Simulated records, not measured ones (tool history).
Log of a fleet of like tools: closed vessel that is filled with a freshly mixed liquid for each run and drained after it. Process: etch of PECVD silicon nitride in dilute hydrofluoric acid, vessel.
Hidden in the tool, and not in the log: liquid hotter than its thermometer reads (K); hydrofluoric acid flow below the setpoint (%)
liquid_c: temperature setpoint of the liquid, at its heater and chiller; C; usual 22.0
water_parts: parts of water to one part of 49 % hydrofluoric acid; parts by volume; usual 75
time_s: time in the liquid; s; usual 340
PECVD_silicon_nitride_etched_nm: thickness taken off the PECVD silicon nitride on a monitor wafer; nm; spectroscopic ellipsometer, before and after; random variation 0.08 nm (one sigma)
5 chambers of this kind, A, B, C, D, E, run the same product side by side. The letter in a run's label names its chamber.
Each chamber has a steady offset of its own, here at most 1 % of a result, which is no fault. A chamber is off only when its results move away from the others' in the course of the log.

| run | hour | liquid_c | water_parts | time_s | hours since the thermometer was replaced | hours since the hydrofluoric acid flow meter was replaced | read-back film thickness of the PECVD silicon nitride reference wafer, read on the same gauge (nm) | PECVD_silicon_nitride_etched_nm |
|---|---|---|---|---|---|---|---|---|
| 1E | 6.8 | 22.0 | 75 | 340 | 2995.4 | 685.3 | 30.015 | 18.419 |
| 2C | 17.6 | 22.0 | 75 | 340 | 2536.6 | 153.6 | 29.999 | 18.362 |
| 3A | 23.6 | 22.0 | 75 | 340 | 1181.4 | 862.6 | 29.995 | 18.434 |
| 4D | 32.9 | 22.0 | 75 | 340 | 1613.0 | 1236.6 | 30.010 | 18.411 |
| 5B | 40.8 | 22.0 | 75 | 340 | 1569.2 | 833.8 | 30.012 | 18.594 |
| 6C | 47.9 | 22.0 | 75 | 340 | 2566.9 | 183.9 | 30.006 | 18.477 |
| 7D | 58.2 | 22.0 | 75 | 340 | 1638.3 | 1261.9 | 30.003 | 18.306 |
| 8E | 68.7 | 22.0 | 90 | 340 | 3057.3 | 747.2 | 30.014 | 15.406 |
| 9B | 78.5 | 22.0 | 90 | 340 | 1606.9 | 871.5 | 29.986 | 15.565 |
| 10A | 86.3 | 22.0 | 90 | 340 | 1244.1 | 925.3 | 29.992 | 15.404 |
| 11D | 97.0 | 22.0 | 90 | 340 | 1677.1 | 1300.7 | 29.991 | 15.426 |
| 12C | 104.3 | 22.0 | 90 | 340 | 2623.3 | 240.3 | 30.005 | 15.345 |
| 13E | 115.6 | 22.0 | 75 | 340 | 3104.2 | 794.1 | 30.013 | 18.359 |
| 14B | 127.2 | 22.0 | 75 | 340 | 1655.6 | 920.2 | 30.001 | 18.594 |
| 15A | 134.6 | 23.5 | 75 | 420 | 1292.4 | 973.6 | 30.028 | 25.104 |
| 16C | 142.0 | 23.5 | 75 | 420 | 2661.0 | 278.0 | 29.999 | 24.985 |
| 17E | 153.3 | 23.5 | 75 | 420 | 3141.9 | 831.8 | 30.008 | 24.930 |
| 18D | 162.6 | 23.5 | 75 | 420 | 1742.7 | 1366.3 | 29.984 | 25.268 |
| 19A | 172.8 | 23.5 | 75 | 420 | 1330.6 | 1011.8 | 29.984 | 25.060 |
| 20B | 178.5 | 22.0 | 75 | 340 | 1706.9 | 971.5 | 30.006 | 18.600 |
| 21D | 189.3 | 22.0 | 75 | 340 | 1769.4 | 1393.0 | 30.014 | 18.511 |
|  | 194.6 | chamber C: thermometer replaced |
| 22E | 199.0 | 22.0 | 75 | 340 | 3187.6 | 877.5 | 29.987 | 17.923 |
| 23C | 206.8 | 17.5 | 75 | 340 | 12.3 | 342.8 | 29.972 | 13.661 |
| 24B | 213.9 | 17.5 | 75 | 340 | 1742.3 | 1006.9 | 29.989 | 13.704 |
| 25A | 224.3 | 17.5 | 75 | 340 | 1382.1 | 1063.3 | 29.979 | 13.537 |
| 26A | 236.0 | 17.5 | 75 | 340 | 1393.8 | 1075.0 | 29.989 | 13.475 |
|  | 236.3 | chamber E: thermometer replaced |
| 27D | 243.3 | 17.5 | 75 | 340 | 1823.4 | 1447.0 | 29.995 | 13.543 |
| 28E | 252.7 | 22.0 | 75 | 340 | 16.4 | 931.2 | 29.990 | 17.728 |
| 29B | 258.3 | 22.0 | 75 | 340 | 1786.7 | 1051.3 | 30.029 | 18.689 |
| 30C | 269.4 | 22.0 | 75 | 340 | 74.9 | 405.4 | 29.982 | 18.422 |

What goes on in this fleet: one chamber off, a drifting gauge, or nothing beyond the chambers' own small offsets? Name the chamber and the cause, if any.

Chamber E drifts away from the others.
Cause: hydrofluoric acid flow below the setpoint (%) = 4.69.

Here are 4 candidates for chamber E's next run, each the usual settings with a change, their results left as question marks. Which one brings its results back in line with what the others give on the usual settings?
In line means no further than this from the other chambers' mean on the usual settings: PECVD_silicon_nitride_etched_nm 0.280 nm
| 31E-1 | 278.1 | 22.0 | 75 | 355 |  |  |  | ? |
| 31E-2 | 278.1 | 22.0 | 75 | 345 |  |  |  | ? |
| 31E-3 | 278.1 | 22.0 | 75 | 325 |  |  |  | ? |
| 31E-4 | 278.1 | 22.0 | 75 | 335 |  |  |  | ? |

The other chambers' mean on the usual settings: PECVD_silicon_nitride_etched_nm 18.442 nm
| run | PECVD_silicon_nitride_etched_nm |
|---|---|
| 31E-1 | 18.353 |
| 31E-2 | 17.836 |
| 31E-3 | 16.802 |
| 31E-4 | 17.319 |
31E-1 brings the chamber back in line.
